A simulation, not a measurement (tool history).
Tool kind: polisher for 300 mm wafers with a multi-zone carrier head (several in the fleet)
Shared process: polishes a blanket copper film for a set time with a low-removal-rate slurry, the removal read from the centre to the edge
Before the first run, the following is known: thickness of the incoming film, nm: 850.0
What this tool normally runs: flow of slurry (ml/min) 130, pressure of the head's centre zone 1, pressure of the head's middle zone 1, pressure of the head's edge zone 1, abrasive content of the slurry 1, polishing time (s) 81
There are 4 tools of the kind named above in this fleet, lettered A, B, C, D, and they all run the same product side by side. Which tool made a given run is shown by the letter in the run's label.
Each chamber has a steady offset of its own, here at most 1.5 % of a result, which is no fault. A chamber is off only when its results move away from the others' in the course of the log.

run	hour	flow of slurry (ml/min)	pressure of the head's centre zone	pressure of the head's middle zone	pressure of the head's edge zone	abrasive content of the slurry	polishing time (s)	wafers polished on this pad	hours since the slurry nozzle was cleaned	hours since the centre zone pressure was calibrated	hours since the edge zone pressure was calibrated	film removed at the wafer's centre (nm)	film removed at mid-radius (nm)	film removed at the wafer's edge (nm)
# hour 5: chamber D: worn pad replaced by a new one
1C	6.2	130	1	1	1	1	81	423	108	675.9	194.5	312.23	317.23	305.85
2A	17.7	130	1	1	1	1	81	399	214.7	1127.3	601.6	314.52	311.97	309.17
3D	25.8	130	1	1	1	1	81	160	571.9	809.3	146.9	314.43	316.2	304.6
4B	34.6	130	1	1	1	1	81	498	152.6	288.8	687.6	307.41	314.24	320.28
5D	42.4	130	1	1	1	1	81	288	588.5	825.9	163.5	315.39	316.66	314.03
6B	51.2	130	1	1	1	1	81	625	169.2	305.4	704.2	308.38	310.81	306.41
7C	61.8	130	1	1	1	1	81	850	163.6	731.5	250.1	310.19	313.32	304.7
# hour 66.7: chamber B: worn pad replaced by a new one
8A	71.4	130	1	1	1	1	81	812	268.4	1181	655.3	308.1	312.71	305.91
9C	79.5	130	1	1	1	1	81	986	181.3	749.2	267.8	308.49	312.23	316.56
# hour 83.9: chamber A: worn pad replaced by a new one
10A	88.5	130	1	1	1	1	81	35	285.5	1198.1	672.4	316.07	310.88	315.03
# hour 95.6: chamber D: slurry nozzle cleaned
11B	100.4	130	1	1	1	1	81	259	218.4	354.6	753.4	310.15	313.81	318.5
# hour 107.4: chamber D: worn pad replaced by a new one
12D	111.2	130	1	1	1	1	81	29	15.6	894.7	232.3	306.59	314.01	317.21
# hour 117.8: chamber A: slurry nozzle cleaned
13B	121.8	130	1	1	1	1	81	424	239.8	376	774.8	313.13	312.67	311.51
# hour 124.7: chamber C: worn pad replaced by a new one
# hour 130.3: chamber B: slurry nozzle cleaned
14C	133	130	1	1	1	1	81	64	234.8	802.7	321.3	317.41	308.98	302.62
15A	143.3	130	1	1	1	1	81	457	25.6	1252.9	727.2	310.5	312.88	311.03
16D	150.2	130	1	1	1	1	81	329	54.6	933.7	271.3	319.71	314.27	305.43
17A	159.6	130	1	1	1	1	81	582	41.9	1269.2	743.5	308.48	311.61	316.28
# hour 160.3: chamber B: worn pad replaced by a new one
18C	165.1	130	1	1	1	1	81	310	266.9	834.8	353.4	307.3	310.13	307.15
19B	176.9	130	1	1	1	1	81	128	46.7	431.1	829.9	307.5	309.44	317.08
20D	185.6	130	1	1	1	1	81	601	90	969.1	306.7	309.54	316.63	315.87
21B	192	130	1	1	1	1	81	244	61.8	446.2	845	313.55	317.15	317.94
# hour 195: chamber A: centre zone pressure recalibrated
22D	199.5	100	0.91	1	1	1	81	708	103.9	983	320.6	264.64	295.18	301.63
# hour 200.8: chamber A: worn pad replaced by a new one
23C	207	100	0.91	1	1	1	81	632	308.8	876.7	395.3	250.31	287.29	287.95
24A	213.3	100	0.91	1	1	1	81	96	95.6	18.3	797.2	265.17	292.53	312.16
25D	223.4	100	0.91	1	1	1	81	891	127.8	1006.9	344.5	261.23	297.7	303.43
26B	230.3	130	1	1	1	1	81	538	100.1	484.5	883.3	311.22	314	319.57
27A	238.3	130	1	1	1	1	81	288	120.6	43.3	822.2	317.05	311.54	311.65
# hour 239: chamber D: worn pad replaced by a new one
28C	249.3	130	1	1	1	1	81	958	351.1	919	437.6	308.62	304.12	313.91
# hour 249.7: chamber B: worn pad replaced by a new one
29B	256.5	130	1	1	1	1	81	52	126.3	510.7	909.5	317.88	312.52	316.37
30D	265	130	1	1	1	1	81	200	169.4	1048.5	386.1	311.33	315.08	311.36
31C	275	130	1	1	1	1	81	1155	376.8	944.7	463.3	295.41	300.01	303.5
32A	280.6	130	1	1	1	1	81	613	162.9	85.6	864.5	313.78	309.06	311.13
# hour 284.9: chamber C: worn pad replaced by a new one
# hour 285.1: chamber A: edge zone pressure recalibrated
33C	288.9	130	1	1	1	1	108	30	390.7	958.6	477.2	402.1	404.19	399.93
34B	295.5	130	1	1	1	1	108	352	165.3	549.7	948.5	411.26	423.93	412.63
35A	305.8	130	1	1	1	1	108	807	188.1	110.8	20.7	415.35	411.18	422.56
# hour 310.9: chamber A: worn pad replaced by a new one
36D	314.3	130	1	1	1	1	108	579	218.7	1097.8	435.4	416.86	424.2	410.66
37D	323	130	1	1	1	1	81	646	227.4	1106.5	444.1	318.3	314.19	314.76
38C	334.1	130	1	1	1	1	81	378	435.9	1003.8	522.4	296.59	296.41	310.35
39B	339.9	130	1	1	1	1	81	693	209.7	594.1	992.9	314.17	314.38	311.9
40A	346.6	130	1	1	1	1	81	275	228.9	151.6	61.5	316.7	311.19	306.66
41A	352	130	1	1	1	1	81	316	234.3	157	66.9	309.92	305.41	317.02
# hour 353.9: chamber B: worn pad replaced by a new one
42B	360.5	130	1	1	1	1	81	51	230.3	614.7	1013.5	304.2	313.84	309.49
# hour 365: chamber D: worn pad replaced by a new one
43D	366.8	130	1	1	1	1	81	14	271.2	1150.3	487.9	317.63	315.8	315.18
44C	372.3	130	1	1	1	1	81	671	474.1	1042	560.6	281.96	292.41	296.73

The same settings go to every chamber for the next run, one line per chamber below. Forecast the results for each:
45A	380.8	130	1	1	1	1.15	81					?	?	?
45B	380.8	130	1	1	1	1.15	81					?	?	?
45C	380.8	130	1	1	1	1.15	81					?	?	?
45D	380.8	130	1	1	1	1.15	81					?	?	?

run	film removed at the wafer's centre (nm)	film removed at mid-radius (nm)	film removed at the wafer's edge (nm)
45A	323.52	320.44	322.72
45B	319.95	322.3	324.24
45C	297.36	303	305.04
45D	322.67	330.52	316.48
